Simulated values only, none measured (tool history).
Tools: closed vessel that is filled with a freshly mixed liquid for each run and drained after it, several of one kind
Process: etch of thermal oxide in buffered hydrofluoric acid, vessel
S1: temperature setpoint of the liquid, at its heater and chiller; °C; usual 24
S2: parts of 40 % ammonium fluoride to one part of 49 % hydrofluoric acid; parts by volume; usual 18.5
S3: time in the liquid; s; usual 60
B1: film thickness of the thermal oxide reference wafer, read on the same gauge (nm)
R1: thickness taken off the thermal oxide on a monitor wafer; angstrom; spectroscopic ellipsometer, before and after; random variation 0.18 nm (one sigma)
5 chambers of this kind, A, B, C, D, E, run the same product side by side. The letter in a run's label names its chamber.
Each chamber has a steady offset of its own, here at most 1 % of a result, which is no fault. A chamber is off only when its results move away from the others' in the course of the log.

run	hour	S1	S2	S3	B1	R1
1D	15.5	24	18.5	60	130.01	368.73
2C	26.8	24	18.5	60	129.98	372.27
3A	42.4	24	18.5	60	129.98	368.83
4E	55.4	24	18.5	60	129.99	369.5
5B	66.9	26	15.5	60	130	492.85
6B	83.1	26	15.5	60	130.03	491.64
7A	90.7	26	15.5	60	129.99	493.79
8C	97.9	26	15.5	60	129.99	493.22
# hour 110.8: chamber A: hydrofluoric acid flow meter replaced
9E	112.4	26	15.5	60	129.99	490.34
10D	126.6	24	18.5	60	130.01	366.63
11D	136.1	24	18.5	60	130	368.7
12C	143.6	24	25	60	129.99	296.31
13A	153.3	24	25	60	130	294.65
14B	163.6	24	25	60	130.01	293.64
15E	177.6	24	25	60	130.01	291.91
16B	191.4	24	25	60	130.02	290.46
17A	204.9	24	12.5	60	129.97	549.12
18E	213.8	24	12.5	60	130.01	539.35
19C	223.3	24	12.5	60	129.99	547.9
20D	233.7	24	12.5	60	130.01	533.62
21E	242.5	24	12.5	60	129.99	541.84
22C	257.5	24	18.5	60	129.99	369.62
23D	269.9	24	18.5	60	130.02	356.45
24A	283.8	24	18.5	60	130	369.85
25B	299.4	24	18.5	60	130.01	369.79
26E	310.2	24	18.5	60	130.01	369.81
27D	320.6	24	18.5	60	129.99	356.75
28C	329.1	24	18.5	60	130.03	373.47
29A	338.9	24	18.5	60	130	372.92
# hour 347.2: chamber A: thermometer replaced
30B	352.7	24	18.5	60	130	370.96
31E	365.5	24	18.5	60	129.99	366.46
32B	374.1	24	18.5	60	130	368.35
33C	386.3	24	18.5	60	130	372.53
# hour 393.4: chamber D: hydrofluoric acid flow meter replaced
34D	400.9	24	18.5	60	130	354.54
35A	415.3	24	18.5	60	130	372.3
36A	430.4	24	15.5	75	129.99	553.93
37C	443.9	24	15.5	75	129.98	554.01

Is one chamber off against the others, does the gauge drift, or is nothing wrong? If a chamber is off, say which, and what the likeliest cause is.

Chamber D drifts away from the others.
Cause: liquid colder than its thermometer reads (K) = 0.985.

Here are 4 candidates for chamber D's next run, each the usual settings with a change, their results left as question marks. Which one brings its results back in line with what the others give on the usual settings?
In line means no further than this from the other chambers' mean on the usual settings: R1 6.3 angstrom
38D-1	455.7	23	18.5	60		?
38D-2	455.7	25	18.5	60		?
38D-3	455.7	24	18.5	65		?
38D-4	455.7	24	20	60		?

The other chambers' mean on the usual settings: R1 370.57 angstrom
run	R1
38D-1	332.89
38D-2	371.43
38D-3	381.11
38D-4	325.87
38D-2 brings the chamber back in line.
